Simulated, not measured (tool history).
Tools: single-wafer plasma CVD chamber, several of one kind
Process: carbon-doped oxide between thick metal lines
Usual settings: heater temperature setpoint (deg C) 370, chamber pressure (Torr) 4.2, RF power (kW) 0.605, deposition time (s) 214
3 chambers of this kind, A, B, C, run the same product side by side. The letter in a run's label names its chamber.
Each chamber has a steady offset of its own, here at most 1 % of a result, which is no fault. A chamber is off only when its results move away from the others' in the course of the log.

run	day	heater temperature setpoint (deg C)	chamber pressure (Torr)	RF power (kW)	deposition time (s)	read-back reference wafer on the same gauge, thickness_nm	mean film thickness on the monitor wafer (angstrom)
1A	0.462	370	4.2	0.605	214	1150.5	11126.0
2C	0.800	370	4.2	0.605	214	1150.0	11227.0
3B	1.375	370	4.2	0.605	214	1150.0	11253.0
4B	1.954	370	4.2	0.605	214	1149.3	11277.0
5A	2.338	370	4.2	0.605	214	1150.3	11145.0
6C	2.862	370	4.2	0.605	214	1150.4	11159.0
7C	3.254	370	4.2	0.605	214	1149.4	11230.0
8B	3.533	370	4.2	0.605	214	1150.2	11225.0
9A	4.129	370	4.2	0.605	214	1150.3	11229.0
10B	4.562	370	4.2	0.605	214	1150.0	11320.0
11A	4.875	375	4.2	0.605	214	1151.3	11142.0
12C	5.300	375	4.2	0.605	214	1150.9	11093.0
13C	5.588	375	4.2	0.605	214	1149.6	11105.0
14B	5.900	379	4.2	0.605	182	1150.7	9428.4
15A	6.325	379	4.2	0.605	182	1149.4	9365.0
16C	6.650	379	4.2	0.605	182	1149.7	9274.4
17A	7.067	370	4.2	0.605	214	1150.9	11229.0
18B	7.558	370	4.2	0.605	214	1150.1	11231.0
19A	8.050	383	4.2	0.605	214	1149.8	10915.0
20C	8.625	383	4.2	0.605	214	1149.6	10974.0
21B	8.979	383	4.2	0.605	214	1149.6	10951.0
22A	9.417	370	4.2	0.605	214	1148.8	11163.0
23B	9.679	370	4.2	0.605	214	1150.0	11286.0

Next, every chamber runs the same settings. What will each give?
24A	10.104	370	4.2	0.605	214		?
24B	10.104	370	4.2	0.605	214		?
24C	10.104	370	4.2	0.605	214		?

run	mean film thickness on the monitor wafer (angstrom)
24A	11164.0
24B	11238.0
24C	11300.0
